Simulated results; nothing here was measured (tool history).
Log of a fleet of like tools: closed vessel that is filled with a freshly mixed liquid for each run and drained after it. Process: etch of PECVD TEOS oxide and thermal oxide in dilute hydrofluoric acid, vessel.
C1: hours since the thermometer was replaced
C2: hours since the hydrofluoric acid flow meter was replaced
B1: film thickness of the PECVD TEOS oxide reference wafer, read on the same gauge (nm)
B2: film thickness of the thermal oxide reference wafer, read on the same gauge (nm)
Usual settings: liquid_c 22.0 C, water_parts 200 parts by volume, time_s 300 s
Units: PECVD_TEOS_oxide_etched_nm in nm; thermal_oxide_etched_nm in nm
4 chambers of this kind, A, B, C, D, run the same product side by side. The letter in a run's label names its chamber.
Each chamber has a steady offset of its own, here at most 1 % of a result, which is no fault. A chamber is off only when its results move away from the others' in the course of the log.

Run 1A, day 0.383: usual settings; C1 335.9; C2 95.2; B1 70.000; B2 30.020. Result: PECVD_TEOS_oxide_etched_nm 31.471 nm, thermal_oxide_etched_nm 5.5056 nm.
Run 2B, day 0.950: usual settings; C1 581.1; C2 373.4; B1 69.986; B2 30.006. Result: PECVD_TEOS_oxide_etched_nm 31.160 nm, thermal_oxide_etched_nm 5.5130 nm.
Run 3C, day 1.354: usual settings; C1 1837.1; C2 1433.6; B1 70.023; B2 29.998. Result: PECVD_TEOS_oxide_etched_nm 31.619 nm, thermal_oxide_etched_nm 5.5919 nm.
Run 4D, day 1.904: usual settings; C1 1065.9; C2 733.1; B1 70.009; B2 30.023. Result: PECVD_TEOS_oxide_etched_nm 30.923 nm, thermal_oxide_etched_nm 5.5793 nm.
Run 5B, day 2.321: usual settings; C1 614.0; C2 406.3; B1 70.001; B2 30.038. Result: PECVD_TEOS_oxide_etched_nm 31.498 nm, thermal_oxide_etched_nm 5.6678 nm.
Run 6D, day 2.688: usual settings; C1 1084.7; C2 751.9; B1 69.990; B2 29.984. Result: PECVD_TEOS_oxide_etched_nm 30.874 nm, thermal_oxide_etched_nm 5.3971 nm.
Run 7A, day 2.983: usual settings but water_parts 250 parts by volume, time_s 450 s; C1 398.3; C2 157.6; B1 69.983; B2 30.004. Result: PECVD_TEOS_oxide_etched_nm 35.560 nm, thermal_oxide_etched_nm 6.2929 nm.
Run 8C, day 3.275: usual settings but water_parts 250 parts by volume, time_s 450 s; C1 1883.2; C2 1479.7; B1 69.989; B2 30.003. Result: PECVD_TEOS_oxide_etched_nm 35.547 nm, thermal_oxide_etched_nm 6.3928 nm.
Run 9B, day 3.675: usual settings but water_parts 250 parts by volume, time_s 450 s; C1 646.5; C2 438.8; B1 69.995; B2 30.006. Result: PECVD_TEOS_oxide_etched_nm 36.111 nm, thermal_oxide_etched_nm 6.3906 nm.
Run 10A, day 4.212: usual settings but water_parts 250 parts by volume, time_s 450 s; C1 427.8; C2 187.1; B1 69.999; B2 30.038. Result: PECVD_TEOS_oxide_etched_nm 35.021 nm, thermal_oxide_etched_nm 6.3003 nm.
Run 11D, day 4.817: usual settings; C1 1135.8; C2 803.0; B1 69.987; B2 29.976. Result: PECVD_TEOS_oxide_etched_nm 30.773 nm, thermal_oxide_etched_nm 5.5206 nm.
Run 12C, day 5.317: usual settings; C1 1932.2; C2 1528.7; B1 69.994; B2 29.997. Result: PECVD_TEOS_oxide_etched_nm 31.206 nm, thermal_oxide_etched_nm 5.5543 nm.
Run 13B, day 5.771: usual settings; C1 696.8; C2 489.1; B1 69.995; B2 29.960. Result: PECVD_TEOS_oxide_etched_nm 31.940 nm, thermal_oxide_etched_nm 5.6914 nm.
Run 14D, day 6.121: usual settings; C1 1167.1; C2 834.3; B1 70.012; B2 30.001. Result: PECVD_TEOS_oxide_etched_nm 30.862 nm, thermal_oxide_etched_nm 5.5222 nm.
Run 15C, day 6.596: usual settings but liquid_c 19.5 C; C1 1962.9; C2 1559.4; B1 69.993; B2 29.979. Result: PECVD_TEOS_oxide_etched_nm 28.264 nm, thermal_oxide_etched_nm 5.0707 nm.
Run 16A, day 7.188: usual settings but liquid_c 19.5 C; C1 499.2; C2 258.5; B1 70.003; B2 29.999. Result: PECVD_TEOS_oxide_etched_nm 28.419 nm, thermal_oxide_etched_nm 4.9994 nm.
At day 7.512: chamber C: hydrofluoric acid flow meter replaced.
Run 17A, day 7.542: usual settings but liquid_c 19.5 C; C1 507.7; C2 267.0; B1 69.997; B2 29.992. Result: PECVD_TEOS_oxide_etched_nm 28.532 nm, thermal_oxide_etched_nm 5.0131 nm.
Run 18C, day 7.954: usual settings but liquid_c 19.5 C; C1 1995.5; C2 10.7; B1 69.992; B2 29.974. Result: PECVD_TEOS_oxide_etched_nm 28.135 nm, thermal_oxide_etched_nm 5.0206 nm.
Run 19D, day 8.417: usual settings; C1 1222.2; C2 889.4; B1 70.009; B2 29.975. Result: PECVD_TEOS_oxide_etched_nm 31.044 nm, thermal_oxide_etched_nm 5.4923 nm.
Run 20B, day 8.712: usual settings; C1 767.4; C2 559.7; B1 70.005; B2 30.019. Result: PECVD_TEOS_oxide_etched_nm 32.388 nm, thermal_oxide_etched_nm 5.8039 nm.
Run 21C, day 8.996: usual settings; C1 2020.5; C2 35.7; B1 69.981; B2 29.962. Result: PECVD_TEOS_oxide_etched_nm 31.398 nm, thermal_oxide_etched_nm 5.6177 nm.
Run 22D, day 9.467: usual settings; C1 1247.4; C2 914.6; B1 69.991; B2 29.956. Result: PECVD_TEOS_oxide_etched_nm 31.188 nm, thermal_oxide_etched_nm 5.4945 nm.
Run 23A, day 9.788: usual settings; C1 561.6; C2 320.9; B1 69.985; B2 29.994. Result: PECVD_TEOS_oxide_etched_nm 30.811 nm, thermal_oxide_etched_nm 5.5795 nm.
Run 24B, day 10.258: usual settings; C1 804.5; C2 596.8; B1 70.019; B2 29.984. Result: PECVD_TEOS_oxide_etched_nm 32.913 nm, thermal_oxide_etched_nm 5.9245 nm.
Run 25D, day 10.833: usual settings; C1 1280.2; C2 947.4; B1 70.012; B2 29.997. Result: PECVD_TEOS_oxide_etched_nm 30.597 nm, thermal_oxide_etched_nm 5.5182 nm.
Run 26C, day 11.400: usual settings; C1 2078.2; C2 93.4; B1 70.000; B2 29.995. Result: PECVD_TEOS_oxide_etched_nm 31.097 nm, thermal_oxide_etched_nm 5.6475 nm.
Run 27B, day 12.017: usual settings; C1 846.7; C2 639.0; B1 70.005; B2 30.025. Result: PECVD_TEOS_oxide_etched_nm 33.326 nm, thermal_oxide_etched_nm 5.9542 nm.
Run 28A, day 12.379: usual settings; C1 623.8; C2 383.1; B1 69.998; B2 30.019. Result: PECVD_TEOS_oxide_etched_nm 31.020 nm, thermal_oxide_etched_nm 5.5138 nm.
Run 29C, day 12.929: usual settings; C1 2114.9; C2 130.1; B1 70.003; B2 30.000. Result: PECVD_TEOS_oxide_etched_nm 31.326 nm, thermal_oxide_etched_nm 5.5106 nm.
Run 30B, day 13.533: usual settings; C1 883.1; C2 675.4; B1 70.005; B2 30.010. Result: PECVD_TEOS_oxide_etched_nm 33.507 nm, thermal_oxide_etched_nm 6.0419 nm.

Next, every chamber runs the same settings. What will each give?
Run 31A, day 13.988: usual settings but water_parts 105 parts by volume. Result: PECVD_TEOS_oxide_etched_nm ?, thermal_oxide_etched_nm ?.
Run 31B, day 13.988: usual settings but water_parts 105 parts by volume. Result: PECVD_TEOS_oxide_etched_nm ?, thermal_oxide_etched_nm ?.
Run 31C, day 13.988: usual settings but water_parts 105 parts by volume. Result: PECVD_TEOS_oxide_etched_nm ?, thermal_oxide_etched_nm ?.
Run 31D, day 13.988: usual settings but water_parts 105 parts by volume. Result: PECVD_TEOS_oxide_etched_nm ?, thermal_oxide_etched_nm ?.

run  PECVD_TEOS_oxide_etched_nm  thermal_oxide_etched_nm
31A                      66.086                  11.7340
31B                      71.134                  12.7790
31C                      65.337                  11.5870
31D                      64.942                  11.5390

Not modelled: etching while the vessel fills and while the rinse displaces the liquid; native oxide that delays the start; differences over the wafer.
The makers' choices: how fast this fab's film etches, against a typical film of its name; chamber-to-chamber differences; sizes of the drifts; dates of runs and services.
